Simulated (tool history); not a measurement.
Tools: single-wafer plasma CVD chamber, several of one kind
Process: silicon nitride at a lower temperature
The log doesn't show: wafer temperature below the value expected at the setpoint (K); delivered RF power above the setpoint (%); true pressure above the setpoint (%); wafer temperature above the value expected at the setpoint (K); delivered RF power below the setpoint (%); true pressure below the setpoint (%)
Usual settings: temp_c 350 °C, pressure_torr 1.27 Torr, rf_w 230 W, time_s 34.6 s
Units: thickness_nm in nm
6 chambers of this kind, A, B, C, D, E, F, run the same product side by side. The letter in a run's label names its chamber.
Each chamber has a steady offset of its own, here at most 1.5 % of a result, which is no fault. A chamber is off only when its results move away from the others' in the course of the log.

run,hour,temp_c,pressure_torr,rf_w,time_s,hours since the last thermocouple change,hours since the last RF generator calibration,hours since the last manometer calibration,"read-back reference wafer on the same gauge, thickness_nm",thickness_nm
1C,8.4,350,1.27,230,34.6,73.1,171.4,596.1,30.828,31.675
2B,16.4,350,1.27,230,34.6,2477.5,1004.9,429,30.787,31.771
3F,27.3,350,1.27,230,34.6,2220.3,490.5,843.8,30.814,31.685
4A,33.4,350,1.27,230,34.6,435,604.7,825.2,30.779,32.028
5E,40.7,350,1.27,230,34.6,729.3,1825.4,1530.5,30.801,31.319
6D,47.3,350,1.27,230,34.6,365.4,1746.9,480,30.799,31.572
7D,54.7,350,1.27,230,34.6,372.8,1754.3,487.4,30.814,31.643
8C,61.2,350,1.27,230,34.6,125.9,224.2,648.9,30.806,31.773
9B,71.2,350,1.27,230,34.6,2532.3,1059.7,483.8,30.784,31.647
10F,79,350,1.27,230,34.6,2272,542.2,895.5,30.794,31.635
11A,85.2,350,1.27,230,34.6,486.8,656.5,877,30.802,32.084
12E,95.6,350,1.27,230,34.6,784.2,1880.3,1585.4,30.783,31.223
13E,101.6,350,1.27,230,34.6,790.2,1886.3,1591.4,30.798,31.076
# hour 105.1: chamber B: thermocouple changed; heater temperature recalibrated
14F,114.9,338,1.27,230,34.6,2307.9,578.1,931.4,30.798,31.688
15D,124.4,338,1.27,230,34.6,442.5,1824,557.1,30.818,31.715
16B,137.7,338,1.27,230,34.6,32.7,1126.2,550.3,30.795,31.955
17C,143.9,338,1.27,230,34.6,208.6,306.9,731.6,30.801,31.846
18A,153.8,338,1.27,230,34.6,555.4,725.1,945.6,30.791,32.231
19C,164,338,1.27,230,34.6,228.7,327,751.7,30.804,31.756
20F,170.5,350,1.27,230,34.6,2363.5,633.7,987,30.765,31.656
21D,178.2,350,1.27,230,34.6,496.3,1877.8,610.9,30.795,31.719
22E,187,350,1.27,230,34.6,875.6,1971.7,1676.8,30.811,31.4
23B,199.1,350,1.27,230,34.6,94.1,1187.6,611.7,30.82,31.596
24A,208.3,350,1.27,230,34.6,609.9,779.6,1000.1,30.802,32.045
25F,218.2,350,1.27,230,34.6,2411.2,681.4,1034.7,30.802,31.601
26E,231.5,350,1.27,230,34.6,920.1,2016.2,1721.3,30.791,31.203
27B,243.2,350,1.27,230,34.6,138.2,1231.7,655.8,30.785,31.65
28A,256.3,350,1.27,230,31.6,657.9,827.6,1048.1,30.816,29.488
29C,263,350,1.27,230,31.6,327.7,426,850.7,30.791,28.799
30D,270.9,350,1.27,230,31.6,589,1970.5,703.6,30.778,28.794
31E,281.6,350,1.27,230,31.6,970.2,2066.3,1771.4,30.802,28.694
32B,289.9,350,1.27,230,31.6,184.9,1278.4,702.5,30.803,29.028
# hour 295: chamber D: RF generator calibrated
33C,296.1,350,1.27,230,31.6,360.8,459.1,883.8,30.814,29.003
34A,302.8,350,1.27,230,34.6,704.4,874.1,1094.6,30.825,32.015
35F,312.5,350,1.27,230,34.6,2505.5,775.7,1129,30.794,31.495
36D,318.5,350,1.27,230,34.6,636.6,23.5,751.2,30.815,31.513
37B,326.4,350,1.27,230,34.6,221.4,1314.9,739,30.804,31.432
38D,333.8,360,1.16,230,34.6,651.9,38.8,766.5,30.801,30.692
39F,342.2,360,1.16,230,34.6,2535.2,805.4,1158.7,30.798,30.262
40A,349.5,360,1.16,230,34.6,751.1,920.8,1141.3,30.823,30.914
41E,362.6,360,1.16,230,34.6,1051.2,2147.3,1852.4,30.793,30.405
42C,375,360,1.16,230,34.6,439.7,538,962.7,30.793,30.567
43F,383.1,360,1.16,230,34.6,2576.1,846.3,1199.6,30.79,30.336
44D,389.3,350,1.27,275,34.6,707.4,94.3,822,30.809,35.82

Is one chamber off against the others, does the gauge drift, or is nothing wrong? If a chamber is off, say which, and what the likeliest cause is.

Chamber F drifts away from the others.
Cause: delivered RF power below the setpoint (%) = 2.35.
The log may not tell that from: true pressure below the setpoint (%).

Here are 4 candidates for chamber F's next run, each the usual settings with a change, their results left as question marks. Which one brings its results back in line with what the others give on the usual settings?
In line means no further than this from the other chambers' mean on the usual settings: thickness_nm 0.35 nm
45F-1,399,350,1.28,235,35.4,,,,,?
45F-2,399,350,1.27,230,34.1,,,,,?
45F-3,399,350,1.27,230,35.1,,,,,?
45F-4,399,350,1.26,225,33.8,,,,,?

The other chambers' mean on the usual settings: thickness_nm 31.668 nm
run,thickness_nm
45F-1,32.439
45F-2,30.689
45F-3,31.587
45F-4,29.862
45F-3 brings the chamber back in line.
